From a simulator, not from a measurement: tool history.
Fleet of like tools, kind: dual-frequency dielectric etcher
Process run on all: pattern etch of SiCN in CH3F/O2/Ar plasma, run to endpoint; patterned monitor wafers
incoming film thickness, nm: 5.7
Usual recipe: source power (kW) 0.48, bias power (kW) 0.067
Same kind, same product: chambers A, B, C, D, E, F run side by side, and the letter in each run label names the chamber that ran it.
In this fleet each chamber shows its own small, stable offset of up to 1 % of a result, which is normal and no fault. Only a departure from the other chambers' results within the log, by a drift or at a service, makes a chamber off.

run,hour,source power (kW),bias power (kW),hours since the last wet clean,hours since the last source power generator calibration,hours since the last bias power generator calibration,endpoint time (s)
1D,4.8,0.48,0.067,337.7,515.9,1466.3,14.638
2E,12.9,0.48,0.067,253.5,56.5,1394.3,14.628
3A,19.6,0.48,0.067,315.1,817.1,372.3,14.581
4C,27,0.48,0.067,77.4,1612.9,827.6,14.502
5B,33.4,0.48,0.067,229,108.7,2343.3,14.742
6F,41.8,0.48,0.067,478.5,637.1,341,14.524
7D,45.6,0.48,0.067,378.5,556.7,1507.1,14.781
8E,51.8,0.48,0.067,292.4,95.4,1433.2,14.483
9A,59.2,0.48,0.067,354.7,856.7,411.9,14.532
10B,63.2,0.48,0.067,258.8,138.5,2373.1,14.35
11F,67.6,0.48,0.067,504.3,662.9,366.8,14.642
12C,75.6,0.48,0.067,126,1661.5,876.2,14.662
13F,79.6,0.48,0.067,516.3,674.9,378.8,14.552
14A,85.4,0.48,0.067,380.9,882.9,438.1,14.508
# hour 92.7: chamber F: wet clean of the chamber
15C,93.2,0.6,0.074,143.6,1679.1,893.8,13.055
16E,97.5,0.6,0.074,338.1,141.1,1478.9,12.905
17D,101.6,0.6,0.074,434.5,612.7,1563.1,12.947
18B,110.1,0.6,0.074,305.7,185.4,2420,12.976
19C,116.1,0.6,0.074,166.5,1702,916.7,12.945
20E,121.1,0.6,0.074,361.7,164.7,1502.5,12.656
21D,128.2,0.48,0.067,461.1,639.3,1589.7,14.689
22F,135.2,0.48,0.067,42.5,730.5,434.4,14.682
23B,141.1,0.48,0.067,336.7,216.4,2451,14.751
24A,146.6,0.43,0.057,442.1,944.1,499.3,15.779
25C,151.3,0.43,0.057,201.7,1737.2,951.9,16.211
26E,155.6,0.43,0.057,396.2,199.2,1537,15.89
27B,162.4,0.43,0.057,358,237.7,2472.3,16.101
28D,166.8,0.43,0.057,499.7,677.9,1628.3,16.096
29F,171,0.43,0.057,78.3,766.3,470.2,16.065
30A,174.8,0.48,0.067,470.3,972.3,527.5,14.488
31A,179.8,0.48,0.067,475.3,977.3,532.5,14.462
32C,187.1,0.48,0.067,237.5,1773,987.7,14.749
33E,191,0.48,0.067,431.6,234.6,1572.4,14.483
34F,198.1,0.48,0.067,105.4,793.4,497.3,14.66
# hour 200.6: chamber D: wet clean of the chamber
35B,203,0.48,0.067,398.6,278.3,2512.9,14.491
36D,206.9,0.48,0.067,6.3,718,1668.4,14.686
37B,213.1,0.48,0.067,408.7,288.4,2523,14.674
38D,220.5,0.48,0.067,19.9,731.6,1682,14.814
39C,224.7,0.48,0.067,275.1,1810.6,1025.3,14.666
40E,231.1,0.48,0.067,471.7,274.7,1612.5,14.485
41A,236.9,0.48,0.067,532.4,1034.4,589.6,14.541
42F,240.6,0.48,0.067,147.9,835.9,539.8,14.563

Is one chamber off against the others, does the gauge drift, or is nothing wrong? If a chamber is off, say which, and what the likeliest cause is.

All chambers stay in line apart from their small fixed offsets, and the gauge does not drift.

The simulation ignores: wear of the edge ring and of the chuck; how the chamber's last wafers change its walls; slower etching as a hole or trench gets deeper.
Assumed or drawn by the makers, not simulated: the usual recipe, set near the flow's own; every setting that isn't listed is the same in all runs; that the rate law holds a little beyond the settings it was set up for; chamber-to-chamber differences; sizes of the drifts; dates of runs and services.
